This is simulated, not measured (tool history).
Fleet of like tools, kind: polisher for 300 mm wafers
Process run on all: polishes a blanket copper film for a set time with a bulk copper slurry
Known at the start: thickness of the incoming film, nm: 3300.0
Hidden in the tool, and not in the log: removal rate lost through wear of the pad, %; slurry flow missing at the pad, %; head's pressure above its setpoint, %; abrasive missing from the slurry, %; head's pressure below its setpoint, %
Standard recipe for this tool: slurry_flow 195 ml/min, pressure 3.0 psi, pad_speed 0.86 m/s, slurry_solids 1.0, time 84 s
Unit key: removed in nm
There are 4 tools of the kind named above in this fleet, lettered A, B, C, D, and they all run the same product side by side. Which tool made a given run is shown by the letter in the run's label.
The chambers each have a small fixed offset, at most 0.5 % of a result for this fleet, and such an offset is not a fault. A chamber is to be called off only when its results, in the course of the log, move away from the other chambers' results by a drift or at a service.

run,hour,slurry_flow,pressure,pad_speed,slurry_solids,time,wafers polished on this pad,hours since the slurry nozzle was cleaned,hours since the head pressure was calibrated,hours since the slurry blender was calibrated,removed
1C,5.7,195,3.0,0.86,1.0,84,1433,495.4,139.7,25.5,621.38
# hour 12.6: chamber C: worn pad replaced by a new one
2B,12.9,195,3.0,0.86,1.0,84,394,304.9,592.3,47.4,622.25
# hour 21.4: chamber D: worn pad replaced by a new one
3D,23.7,195,3.0,0.86,1.0,84,22,269.2,387.9,43.6,625.19
4A,33.8,195,3.0,0.86,1.0,84,981,410.4,564.9,68.0,622.59
5A,43.4,195,3.0,0.86,1.0,84,1074,420.0,574.5,77.6,623.33
6C,51.4,195,3.0,0.86,1.0,84,375,541.1,185.4,71.2,620.71
# hour 53.8: chamber B: worn pad replaced by a new one
7D,56.7,195,3.0,0.86,1.0,84,341,302.2,420.9,76.6,621.64
8B,64.4,195,3.0,0.86,1.0,84,102,356.4,643.8,98.9,625.30
9B,74.7,195,3.0,0.86,1.0,84,202,366.7,654.1,109.2,622.29
10D,85.2,195,3.0,0.86,1.0,84,616,330.7,449.4,105.1,608.46
# hour 88.5: chamber A: head pressure recalibrated
11A,91.5,195,3.0,0.86,1.0,84,1539,468.1,3.0,125.7,621.91
# hour 96.3: chamber D: head pressure recalibrated
12C,98.3,195,3.0,0.86,1.0,84,828,588.0,232.3,118.1,617.98
13B,105.7,195,3.5,0.86,1.0,84,501,397.7,685.1,140.2,733.57
# hour 108.4: chamber B: head pressure recalibrated
14C,117.4,195,3.5,0.86,1.0,84,1013,607.1,251.4,137.2,726.34
# hour 119.0: chamber A: slurry blender recalibrated
# hour 125.6: chamber B: worn pad replaced by a new one
15D,127.6,195,3.5,0.86,1.0,84,1026,373.1,31.3,147.5,734.36
# hour 131.1: chamber D: worn pad replaced by a new one
16A,133.0,195,3.5,0.86,1.0,84,1940,509.6,44.5,14.0,741.98
17B,143.4,195,3.0,0.86,1.0,84,172,435.4,35.1,177.9,630.45
18C,152.7,195,3.0,0.86,1.0,84,1354,642.4,286.7,172.5,620.27
19D,163.4,195,3.0,0.86,1.0,84,312,408.9,67.1,183.3,622.25
# hour 164.4: chamber B: slurry blender recalibrated
# hour 168.5: chamber C: worn pad replaced by a new one
20A,174.0,195,3.0,0.86,1.0,84,2336,550.6,85.5,55.0,607.69
# hour 179.3: chamber C: slurry nozzle cleaned
21D,184.2,195,3.0,0.86,1.0,84,513,429.7,87.9,204.1,623.81
22A,191.8,250,3.0,0.86,1.0,84,2508,568.4,103.3,72.8,618.51
# hour 197.1: chamber B: worn pad replaced by a new one
23B,199.7,250,3.0,0.86,1.0,84,25,491.7,91.4,35.4,634.52
24C,207.7,250,3.0,0.86,1.0,84,379,28.4,341.7,227.5,638.56
25A,216.8,250,3.0,0.86,1.0,84,2750,593.4,128.3,97.8,619.29
# hour 221.7: chamber D: worn pad replaced by a new one
26B,223.3,195,3.0,0.86,1.0,84,253,515.3,115.0,59.0,622.57
27D,228.9,195,3.0,0.86,1.0,84,69,474.4,132.6,248.8,620.12
28C,240.0,195,3.0,1.08,0.8,84,691,60.7,374.0,259.8,752.56
29B,247.3,195,3.0,1.08,0.8,84,485,539.3,139.0,83.0,742.03
30A,258.7,195,3.0,1.08,0.8,84,3155,635.3,170.2,139.7,702.27
# hour 260.3: chamber C: slurry blender recalibrated
# hour 264.8: chamber B: worn pad replaced by a new one
31C,265.7,195,3.0,1.08,0.8,84,939,86.4,399.7,5.4,749.94
32D,272.5,195,3.0,0.86,1.0,84,491,518.0,176.2,292.4,621.41
33B,281.9,195,3.0,0.86,1.0,84,165,573.9,173.6,117.6,626.47
34C,287.6,195,3.0,0.86,1.0,84,1151,108.3,421.6,27.3,628.31

The same settings go to every chamber for the next run, one line per chamber below. Forecast the results for each:
35A,296.2,195,3.0,0.86,1.0,84,,,,,?
35B,296.2,195,3.0,0.86,1.0,84,,,,,?
35C,296.2,195,3.0,0.86,1.0,84,,,,,?
35D,296.2,195,3.0,0.86,1.0,84,,,,,?

run,removed
35A,569.84
35B,627.26
35C,627.31
35D,628.24

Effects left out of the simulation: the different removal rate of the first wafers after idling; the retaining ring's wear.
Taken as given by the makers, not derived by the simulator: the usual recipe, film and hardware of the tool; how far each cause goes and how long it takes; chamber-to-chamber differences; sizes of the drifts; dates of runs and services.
